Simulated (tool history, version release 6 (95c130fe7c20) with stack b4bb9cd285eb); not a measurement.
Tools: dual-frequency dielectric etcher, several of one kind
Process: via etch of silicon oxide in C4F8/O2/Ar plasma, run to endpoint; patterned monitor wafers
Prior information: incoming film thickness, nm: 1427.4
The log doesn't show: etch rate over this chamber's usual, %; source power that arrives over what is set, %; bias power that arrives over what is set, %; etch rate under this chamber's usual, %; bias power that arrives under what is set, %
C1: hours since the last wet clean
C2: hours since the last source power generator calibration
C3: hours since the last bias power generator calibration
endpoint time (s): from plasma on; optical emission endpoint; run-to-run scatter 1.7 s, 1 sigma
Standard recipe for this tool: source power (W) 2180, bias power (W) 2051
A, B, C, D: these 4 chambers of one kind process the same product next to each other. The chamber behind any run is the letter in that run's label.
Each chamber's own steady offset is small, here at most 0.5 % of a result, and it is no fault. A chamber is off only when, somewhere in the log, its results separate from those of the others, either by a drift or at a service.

Run 1B, day 0.496: usual settings; C1 151.6; C2 1720.1; C3 1468.2. Result: endpoint time (s) 269.18.
Run 2A, day 0.829: usual settings; C1 25.1; C2 815.9; C3 1265.6. Result: endpoint time (s) 266.73.
Run 3D, day 1.3: usual settings; C1 48.3; C2 659.2; C3 1334.8. Result: endpoint time (s) 268.87.
Run 4C, day 1.779: usual settings; C1 305; C2 2447.4; C3 1827.3. Result: endpoint time (s) 270.74.
Run 5A, day 2.088: usual settings; C1 55.3; C2 846.1; C3 1295.8. Result: endpoint time (s) 269.13.
Run 6D, day 2.529: usual settings; C1 77.8; C2 688.7; C3 1364.3. Result: endpoint time (s) 268.66.
Run 7C, day 3.017: usual settings; C1 334.7; C2 2477.1; C3 1857. Result: endpoint time (s) 273.36.
Run 8B, day 3.504: usual settings but source power (W) 1750, bias power (W) 2343; C1 223.8; C2 1792.3; C3 1540.4. Result: endpoint time (s) 278.99.
Run 9A, day 3.729: usual settings but source power (W) 1750, bias power (W) 2343; C1 94.7; C2 885.5; C3 1335.2. Result: endpoint time (s) 282.21.
Run 10D, day 4.175: usual settings but source power (W) 1750, bias power (W) 2343; C1 117.3; C2 728.2; C3 1403.8. Result: endpoint time (s) 285.36.
Run 11B, day 4.438: usual settings but source power (W) 1750, bias power (W) 2343; C1 246.2; C2 1814.7; C3 1562.8. Result: endpoint time (s) 281.8.
Run 12C, day 4.683: usual settings; C1 374.7; C2 2517.1; C3 1897. Result: endpoint time (s) 270.72.
Run 13A, day 5.088: usual settings; C1 127.3; C2 918.1; C3 1367.8. Result: endpoint time (s) 269.79.
Run 14B, day 5.558: usual settings; C1 273.1; C2 1841.6; C3 1589.7. Result: endpoint time (s) 268.03.
Run 15C, day 5.921: usual settings; C1 404.4; C2 2546.8; C3 1926.7. Result: endpoint time (s) 274.01.
Run 16D, day 6.275: usual settings; C1 167.7; C2 778.6; C3 1454.2. Result: endpoint time (s) 265.27.
Run 17C, day 6.562: usual settings; C1 419.8; C2 2562.2; C3 1942.1. Result: endpoint time (s) 273.65.
Run 18D, day 7.038: usual settings but source power (W) 1950, bias power (W) 1845; C1 186; C2 796.9; C3 1472.5. Result: endpoint time (s) 286.75.
Run 19A, day 7.404: usual settings but source power (W) 1950, bias power (W) 1845; C1 182.9; C2 973.7; C3 1423.4. Result: endpoint time (s) 291.42.
Run 20B, day 7.733: usual settings but source power (W) 1950, bias power (W) 1845; C1 325.3; C2 1893.8; C3 1641.9. Result: endpoint time (s) 287.19.
Run 21B, day 7.971: usual settings but source power (W) 1950, bias power (W) 1845; C1 331; C2 1899.5; C3 1647.6. Result: endpoint time (s) 291.03.
Run 22A, day 8.45: usual settings; C1 208; C2 998.8; C3 1448.5. Result: endpoint time (s) 270.9.
Run 23C, day 8.788: usual settings; C1 473.2; C2 2615.6; C3 1995.5. Result: endpoint time (s) 280.88.
Run 24D, day 9.088: usual settings; C1 235.2; C2 846.1; C3 1521.7. Result: endpoint time (s) 271.19.
Run 25B, day 9.325: usual settings but bias power (W) 2345; C1 363.5; C2 1932; C3 1680.1. Result: endpoint time (s) 255.81.
Run 26C, day 9.733: usual settings but bias power (W) 2345; C1 495.9; C2 2638.3; C3 2018.2. Result: endpoint time (s) 270.46.

What goes on in this fleet: one chamber off, a drifting gauge, or nothing beyond the chambers' own small offsets? Name the chamber and the cause, if any.

It is chamber C that slowly wanders off from its peers.
Most likely cause: etch rate under this chamber's usual, % = 3.5.

Here are 4 candidates for chamber C's next run, each the usual settings with a change, their results left as question marks. Which one brings its results back in line with what the others give on the usual settings?
A result is in line if it is within this distance of the other chambers' mean on the usual settings: endpoint time (s) 6
Run 27C-1, day 10.1: usual settings but source power (W) 2480, bias power (W) 2256. Result: endpoint time (s) ?.
Run 27C-2, day 10.1: usual settings but source power (W) 2410. Result: endpoint time (s) ?.
Run 27C-3, day 10.1: usual settings but source power (W) 1880, bias power (W) 1846. Result: endpoint time (s) ?.
Run 27C-4, day 10.1: usual settings but bias power (W) 1744. Result: endpoint time (s) ?.

Average result of the remaining chambers running the usual settings: endpoint time (s) 268.5
  run  endpoint time (s)
27C-1             259.56
27C-2             269.66
27C-3             306.29
27C-4             293.38
27C-2 puts the chamber back in line with the other chambers.

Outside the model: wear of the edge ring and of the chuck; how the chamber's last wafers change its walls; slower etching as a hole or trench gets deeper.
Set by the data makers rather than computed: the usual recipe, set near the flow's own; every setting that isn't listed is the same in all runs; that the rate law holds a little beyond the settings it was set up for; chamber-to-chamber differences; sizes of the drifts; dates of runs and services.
